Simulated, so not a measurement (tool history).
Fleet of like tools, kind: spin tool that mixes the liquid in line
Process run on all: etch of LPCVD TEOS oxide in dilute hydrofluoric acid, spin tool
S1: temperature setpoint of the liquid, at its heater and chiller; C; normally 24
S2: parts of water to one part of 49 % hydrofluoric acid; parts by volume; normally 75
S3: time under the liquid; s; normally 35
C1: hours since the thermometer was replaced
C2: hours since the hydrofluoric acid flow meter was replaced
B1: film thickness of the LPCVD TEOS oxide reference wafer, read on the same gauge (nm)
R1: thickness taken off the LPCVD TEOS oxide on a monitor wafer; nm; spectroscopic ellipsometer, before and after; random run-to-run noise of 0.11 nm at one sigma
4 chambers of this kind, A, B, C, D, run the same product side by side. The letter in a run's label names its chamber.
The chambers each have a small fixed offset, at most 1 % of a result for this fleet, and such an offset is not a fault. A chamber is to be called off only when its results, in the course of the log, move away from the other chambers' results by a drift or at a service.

{"run": "1B", "hour": 4.7, "S1": 24, "S2": 75, "S3": 35, "C1": 205.6, "C2": 195, "B1": 49.974, "R1": 13.999}
{"run": "2C", "hour": 9.8, "S1": 24, "S2": 75, "S3": 35, "C1": 371.3, "C2": 443.9, "B1": 49.994, "R1": 13.595}
{"run": "3D", "hour": 15.1, "S1": 24, "S2": 75, "S3": 35, "C1": 1072.6, "C2": 925.3, "B1": 49.995, "R1": 13.905}
{"hour": 15.7, "done": "chamber D: hydrofluoric acid flow meter replaced"}
{"run": "4A", "hour": 20.8, "S1": 24, "S2": 75, "S3": 35, "C1": 448, "C2": 510.2, "B1": 50, "R1": 13.739}
{"run": "5B", "hour": 29.6, "S1": 27, "S2": 75, "S3": 35, "C1": 230.5, "C2": 219.9, "B1": 50.027, "R1": 15.582}
{"run": "6A", "hour": 33.7, "S1": 27, "S2": 75, "S3": 35, "C1": 460.9, "C2": 523.1, "B1": 49.997, "R1": 15.552}
{"run": "7D", "hour": 39.1, "S1": 27, "S2": 75, "S3": 35, "C1": 1096.6, "C2": 23.4, "B1": 49.989, "R1": 15.54}
{"run": "8C", "hour": 44.3, "S1": 27, "S2": 75, "S3": 35, "C1": 405.8, "C2": 478.4, "B1": 49.996, "R1": 15.469}
{"run": "9C", "hour": 51.8, "S1": 24, "S2": 75, "S3": 35, "C1": 413.3, "C2": 485.9, "B1": 50.004, "R1": 13.591}
{"run": "10D", "hour": 58.7, "S1": 24, "S2": 75, "S3": 35, "C1": 1116.2, "C2": 43, "B1": 49.996, "R1": 13.666}
{"run": "11B", "hour": 66.3, "S1": 24, "S2": 75, "S3": 35, "C1": 267.2, "C2": 256.6, "B1": 50.011, "R1": 13.955}
{"run": "12A", "hour": 72.6, "S1": 24, "S2": 75, "S3": 35, "C1": 499.8, "C2": 562, "B1": 49.998, "R1": 13.603}
{"run": "13D", "hour": 81.4, "S1": 20.5, "S2": 75, "S3": 35, "C1": 1138.9, "C2": 65.7, "B1": 49.986, "R1": 11.889}
{"run": "14B", "hour": 88.2, "S1": 20.5, "S2": 75, "S3": 35, "C1": 289.1, "C2": 278.5, "B1": 49.998, "R1": 12.267}
{"run": "15A", "hour": 94.9, "S1": 20.5, "S2": 75, "S3": 35, "C1": 522.1, "C2": 584.3, "B1": 50.006, "R1": 11.789}
{"run": "16C", "hour": 102.4, "S1": 20.5, "S2": 75, "S3": 35, "C1": 463.9, "C2": 536.5, "B1": 50.008, "R1": 11.978}
{"run": "17D", "hour": 106.6, "S1": 22.5, "S2": 75, "S3": 25, "C1": 1164.1, "C2": 90.9, "B1": 49.966, "R1": 9.4135}
{"run": "18C", "hour": 111.6, "S1": 22.5, "S2": 75, "S3": 25, "C1": 473.1, "C2": 545.7, "B1": 49.994, "R1": 9.2905}
{"run": "19B", "hour": 115.8, "S1": 22.5, "S2": 75, "S3": 25, "C1": 316.7, "C2": 306.1, "B1": 50, "R1": 9.7336}
{"run": "20A", "hour": 121.2, "S1": 22.5, "S2": 75, "S3": 25, "C1": 548.4, "C2": 610.6, "B1": 49.985, "R1": 9.1077}
{"run": "21A", "hour": 128.5, "S1": 24, "S2": 75, "S3": 35, "C1": 555.7, "C2": 617.9, "B1": 50.01, "R1": 13.793}
{"run": "22B", "hour": 136.3, "S1": 24, "S2": 75, "S3": 35, "C1": 337.2, "C2": 326.6, "B1": 49.977, "R1": 14.319}
{"run": "23C", "hour": 142.3, "S1": 24, "S2": 75, "S3": 35, "C1": 503.8, "C2": 576.4, "B1": 50.038, "R1": 13.692}
{"run": "24D", "hour": 149.8, "S1": 24, "S2": 75, "S3": 35, "C1": 1207.3, "C2": 134.1, "B1": 50.014, "R1": 13.788}
{"run": "25B", "hour": 155.7, "S1": 24, "S2": 75, "S3": 35, "C1": 356.6, "C2": 346, "B1": 49.977, "R1": 14.234}
{"run": "26C", "hour": 162.3, "S1": 24, "S2": 75, "S3": 35, "C1": 523.8, "C2": 596.4, "B1": 50.002, "R1": 13.677}
{"run": "27D", "hour": 168.9, "S1": 24, "S2": 75, "S3": 35, "C1": 1226.4, "C2": 153.2, "B1": 50.008, "R1": 13.964}
{"run": "28A", "hour": 175.4, "S1": 24, "S2": 75, "S3": 35, "C1": 602.6, "C2": 664.8, "B1": 49.964, "R1": 13.83}
{"run": "29B", "hour": 180.0, "S1": 24, "S2": 75, "S3": 35, "C1": 380.9, "C2": 370.3, "B1": 49.997, "R1": 14.455}
{"run": "30C", "hour": 184.7, "S1": 24, "S2": 75, "S3": 35, "C1": 546.2, "C2": 618.8, "B1": 50.059, "R1": 13.562}
{"run": "31D", "hour": 188.9, "S1": 24, "S2": 75, "S3": 35, "C1": 1246.4, "C2": 173.2, "B1": 50.016, "R1": 13.824}
{"run": "32A", "hour": 193.2, "S1": 24, "S2": 75, "S3": 35, "C1": 620.4, "C2": 682.6, "B1": 49.977, "R1": 13.72}

Each of the 4 chambers runs these same settings next. Fill in every chamber's results:
{"run": "33A", "hour": 199.7, "S1": 24, "S2": 75, "S3": 35, "R1": "?"}
{"run": "33B", "hour": 199.7, "S1": 24, "S2": 75, "S3": 35, "R1": "?"}
{"run": "33C", "hour": 199.7, "S1": 24, "S2": 75, "S3": 35, "R1": "?"}
{"run": "33D", "hour": 199.7, "S1": 24, "S2": 75, "S3": 35, "R1": "?"}

run=33A R1=13.626
run=33B R1=14.733
run=33C R1=13.673
run=33D R1=13.848
